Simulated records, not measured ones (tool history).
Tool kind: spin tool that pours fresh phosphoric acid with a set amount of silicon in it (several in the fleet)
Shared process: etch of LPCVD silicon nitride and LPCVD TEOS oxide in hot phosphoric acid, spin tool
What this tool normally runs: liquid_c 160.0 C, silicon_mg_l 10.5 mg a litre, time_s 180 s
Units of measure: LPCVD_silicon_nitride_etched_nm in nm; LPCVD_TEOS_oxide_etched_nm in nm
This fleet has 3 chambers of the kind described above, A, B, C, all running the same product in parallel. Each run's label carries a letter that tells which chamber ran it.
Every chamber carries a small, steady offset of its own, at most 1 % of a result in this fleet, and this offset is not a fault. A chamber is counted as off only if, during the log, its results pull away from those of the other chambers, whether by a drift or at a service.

run	hour	liquid_c	silicon_mg_l	time_s	read-back film thickness of the LPCVD silicon nitride reference wafer, read on the same gauge (nm)	read-back film thickness of the LPCVD TEOS oxide reference wafer, read on the same gauge (nm)	LPCVD_silicon_nitride_etched_nm	LPCVD_TEOS_oxide_etched_nm
1C	8.3	160.0	10.5	180	90.027	40.041	15.437	0.77700
2A	14.9	160.0	10.5	180	89.948	40.001	15.576	0.80014
3B	27.4	160.0	10.5	180	90.009	39.924	15.593	0.84858
4B	35.7	160.0	10.5	180	89.988	40.032	15.501	0.77483
5C	44.7	160.0	10.5	180	90.031	39.994	15.595	0.82923
6A	55.9	160.0	10.5	180	89.988	39.996	15.317	0.78966
7B	69.4	160.0	10.5	180	89.966	40.040	15.505	0.79121
8A	75.3	160.0	10.5	180	89.995	40.018	15.579	0.79783
9C	86.4	160.0	10.5	180	90.011	40.004	15.623	0.82384
10A	95.8	160.0	10.5	180	89.957	39.941	15.564	0.79868
11B	107.0	160.0	10.5	180	89.955	40.047	15.952	0.86258
12C	119.3	160.0	10.5	180	90.016	39.979	15.513	0.78092
13B	125.3	160.0	4.5	180	89.971	39.986	15.937	0.97756
14C	136.3	160.0	4.5	180	90.000	40.010	15.444	0.95443
15A	149.1	160.0	4.5	180	90.004	39.999	15.567	0.90077
16B	155.2	162.5	10.5	180	89.987	39.997	17.494	1.01450
17C	163.7	162.5	10.5	180	90.007	39.981	17.132	0.89432
18A	171.8	162.5	10.5	180	89.982	39.984	16.716	0.95537
19C	182.7	160.0	10.5	180	90.019	39.977	15.694	0.81066
20B	192.9	160.0	15.0	270	89.979	39.993	24.251	1.11310
21A	205.7	160.0	15.0	270	90.021	39.951	23.564	1.08030
22A	216.6	160.0	15.0	270	90.045	39.960	23.081	1.09440
23B	222.5	160.0	10.5	180	89.975	39.990	16.293	0.90673
24C	233.7	160.0	10.5	180	90.034	39.975	15.596	0.81955
25A	242.1	160.0	10.5	180	89.997	39.988	15.453	0.78146
26C	248.5	160.0	10.5	180	89.969	40.009	15.398	0.83017
27B	259.5	160.0	10.5	180	89.967	40.006	16.619	0.92898
28A	267.5	157.5	17.5	180	90.051	40.013	14.029	0.55158
29C	279.3	157.5	17.5	180	89.959	39.995	14.344	0.59155

Read the log: is a single chamber off, either drifting away or since a service, is the gauge that measures every chamber drifting, or is nothing wrong beyond small per-chamber offsets? Name any odd chamber and what most likely caused it.

Little by little, chamber B moves away from the other chambers.
Cause: liquid hotter than its thermometer reads (K) = 2.43.

Here are 4 candidates for chamber B's next run, each the usual settings with a change, their results left as question marks. Which one brings its results back in line with what the others give on the usual settings?
To be in line, a result may differ from the other chambers' mean on the usual settings by at most: LPCVD_silicon_nitride_etched_nm 0.430 nm; LPCVD_TEOS_oxide_etched_nm 0.10000 nm
30B-1	289.1	160.0	10.0	185			?	?
30B-2	289.1	160.0	11.0	175			?	?
30B-3	289.1	160.5	7.5	190			?	?
30B-4	289.1	159.5	13.5	170			?	?

Usual-settings mean across the other chambers: LPCVD_silicon_nitride_etched_nm 15.529 nm; LPCVD_TEOS_oxide_etched_nm 0.81002 nm
run	LPCVD_silicon_nitride_etched_nm	LPCVD_TEOS_oxide_etched_nm
30B-1	17.137	1.01080
30B-2	16.211	0.93496
30B-3	17.895	1.13670
30B-4	15.493	0.82639
It is 30B-4 that realigns the chamber with its peers.

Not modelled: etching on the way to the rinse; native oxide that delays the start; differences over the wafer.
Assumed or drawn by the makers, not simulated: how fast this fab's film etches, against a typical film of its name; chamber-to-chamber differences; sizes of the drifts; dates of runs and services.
